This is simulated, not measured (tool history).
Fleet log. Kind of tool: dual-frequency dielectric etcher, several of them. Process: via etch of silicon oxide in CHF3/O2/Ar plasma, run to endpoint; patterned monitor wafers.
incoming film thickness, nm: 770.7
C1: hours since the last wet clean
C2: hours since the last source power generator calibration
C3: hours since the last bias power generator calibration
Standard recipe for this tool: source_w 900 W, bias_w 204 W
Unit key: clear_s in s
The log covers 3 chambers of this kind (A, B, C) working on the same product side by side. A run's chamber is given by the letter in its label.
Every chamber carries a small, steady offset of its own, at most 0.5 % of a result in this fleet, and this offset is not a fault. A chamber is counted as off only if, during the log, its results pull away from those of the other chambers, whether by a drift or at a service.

Run 1B, day 0.267: usual settings; C1 276.6; C2 571.3; C3 3425.3. Result: clear_s 318.36 s.
Run 2A, day 0.671: usual settings; C1 225.6; C2 880.6; C3 1103.5. Result: clear_s 319.87 s.
Run 3C, day 1.121: usual settings; C1 685.3; C2 440.7; C3 1396.4. Result: clear_s 319.03 s.
Run 4A, day 1.521: usual settings; C1 246; C2 901; C3 1123.9. Result: clear_s 320.49 s.
At day 1.621: chamber C: wet clean of the chamber.
Run 5C, day 1.988: usual settings but source_w 750 W, bias_w 182 W; C1 8.8; C2 461.5; C3 1417.2. Result: clear_s 355.55 s.
Run 6B, day 2.396: usual settings but source_w 750 W, bias_w 182 W; C1 327.7; C2 622.4; C3 3476.4. Result: clear_s 357.25 s.
Run 7C, day 2.833: usual settings but source_w 750 W, bias_w 182 W; C1 29.1; C2 481.8; C3 1437.5. Result: clear_s 355.56 s.
Run 8B, day 3.204: usual settings but source_w 700 W, bias_w 230 W; C1 347.1; C2 641.8; C3 3495.8. Result: clear_s 337.18 s.
Run 9A, day 3.529: usual settings but source_w 700 W, bias_w 230 W; C1 294.2; C2 949.2; C3 1172.1. Result: clear_s 336.07 s.
Run 10C, day 3.854: usual settings but source_w 700 W, bias_w 230 W; C1 53.6; C2 506.3; C3 1462. Result: clear_s 338.15 s.
Run 11A, day 4.317: usual settings; C1 313.1; C2 968.1; C3 1191. Result: clear_s 320.87 s.
Run 12B, day 4.75: usual settings; C1 384.2; C2 678.9; C3 3532.9. Result: clear_s 318.83 s.
Run 13B, day 5.012: usual settings; C1 390.5; C2 685.2; C3 3539.2. Result: clear_s 319.49 s.
Run 14C, day 5.475: usual settings but source_w 990 W, bias_w 162 W; C1 92.5; C2 545.2; C3 1500.9. Result: clear_s 334.35 s.
Run 15A, day 5.896: usual settings but source_w 990 W, bias_w 162 W; C1 351; C2 1006; C3 1228.9. Result: clear_s 330.23 s.
Run 16A, day 6.304: usual settings but source_w 990 W, bias_w 162 W; C1 360.8; C2 1015.8; C3 1238.7. Result: clear_s 331.45 s.
Run 17B, day 6.629: usual settings; C1 429.3; C2 724; C3 3578. Result: clear_s 320.69 s.
Run 18C, day 6.979: usual settings; C1 128.6; C2 581.3; C3 1537. Result: clear_s 320.9 s.
Run 19A, day 7.383: usual settings; C1 386.7; C2 1041.7; C3 1264.6. Result: clear_s 318.76 s.
Run 20B, day 7.683: usual settings; C1 454.6; C2 749.3; C3 3603.3. Result: clear_s 322.99 s.
Run 21C, day 7.958: usual settings; C1 152.1; C2 604.8; C3 1560.5. Result: clear_s 319.23 s.
Run 22B, day 8.375: usual settings but source_w 760 W; C1 471.2; C2 765.9; C3 3619.9. Result: clear_s 342.8 s.
Run 23C, day 8.688: usual settings but source_w 760 W; C1 169.6; C2 622.3; C3 1578. Result: clear_s 344.99 s.
Run 24A, day 9.146: usual settings but source_w 760 W; C1 429; C2 1084; C3 1306.9. Result: clear_s 343.26 s.
Run 25A, day 9.625: usual settings; C1 440.5; C2 1095.5; C3 1318.4. Result: clear_s 320.27 s.
Run 26B, day 9.858: usual settings; C1 506.8; C2 801.5; C3 3655.5. Result: clear_s 322.97 s.
Run 27C, day 10.158: usual settings; C1 204.9; C2 657.6; C3 1613.3. Result: clear_s 320.57 s.
Run 28B, day 10.646: usual settings; C1 525.7; C2 820.4; C3 3674.4. Result: clear_s 322.53 s.
At day 10.925: chamber A: wet clean of the chamber.
Run 29C, day 10.954: usual settings; C1 224; C2 676.7; C3 1632.4. Result: clear_s 321.46 s.
Run 30A, day 11.283: usual settings but source_w 750 W, bias_w 250 W; C1 8.6; C2 1135.3; C3 1358.2. Result: clear_s 319.18 s.
Run 31B, day 11.533: usual settings but source_w 750 W, bias_w 250 W; C1 547; C2 841.7; C3 3695.7. Result: clear_s 324.17 s.
Run 32C, day 11.796: usual settings but source_w 750 W, bias_w 250 W; C1 244.2; C2 696.9; C3 1652.6. Result: clear_s 318.07 s.
Run 33A, day 12.129: usual settings; C1 28.9; C2 1155.6; C3 1378.5. Result: clear_s 318.17 s.
Run 34C, day 12.638: usual settings; C1 264.4; C2 717.1; C3 1672.8. Result: clear_s 318.53 s.
Run 35A, day 12.921: usual settings; C1 47.9; C2 1174.6; C3 1397.5. Result: clear_s 318.6 s.
Run 36B, day 13.325: usual settings; C1 590; C2 884.7; C3 3738.7. Result: clear_s 327.84 s.
Run 37B, day 13.679: usual settings but source_w 780 W, bias_w 181 W; C1 598.5; C2 893.2; C3 3747.2. Result: clear_s 357.91 s.
Run 38A, day 13.921: usual settings but source_w 780 W, bias_w 181 W; C1 71.9; C2 1198.6; C3 1421.5. Result: clear_s 353.75 s.
Run 39C, day 14.417: usual settings but source_w 780 W, bias_w 181 W; C1 307.1; C2 759.8; C3 1715.5. Result: clear_s 350.51 s.

Is one chamber off against the others, does the gauge drift, or is nothing wrong? If a chamber is off, say which, and what the likeliest cause is.

It is chamber B that slowly wanders off from its peers.
What lies behind it: etch rate under this chamber's usual, % = 2.71.

Below are 4 candidate recipes for chamber B's next run, each the usual settings with a change, their results shown as question marks. Which of them brings B's results back in line with what the other chambers give on the usual settings?
To be in line, a result may differ from the other chambers' mean on the usual settings by at most: clear_s 4.4 s
Run 40B-1, day 14.788: usual settings but source_w 1020 W. Result: clear_s ?.
Run 40B-2, day 14.788: usual settings but source_w 840 W. Result: clear_s ?.
Run 40B-3, day 14.788: usual settings but source_w 780 W. Result: clear_s ?.
Run 40B-4, day 14.788: usual settings but source_w 960 W. Result: clear_s ?.

The mean the other chambers reach with the usual settings: clear_s 319.21 s
  run  clear_s
40B-1   312.23
40B-2   336.18
40B-3   345.77
40B-4   319.54
40B-4 brings the chamber back in line.

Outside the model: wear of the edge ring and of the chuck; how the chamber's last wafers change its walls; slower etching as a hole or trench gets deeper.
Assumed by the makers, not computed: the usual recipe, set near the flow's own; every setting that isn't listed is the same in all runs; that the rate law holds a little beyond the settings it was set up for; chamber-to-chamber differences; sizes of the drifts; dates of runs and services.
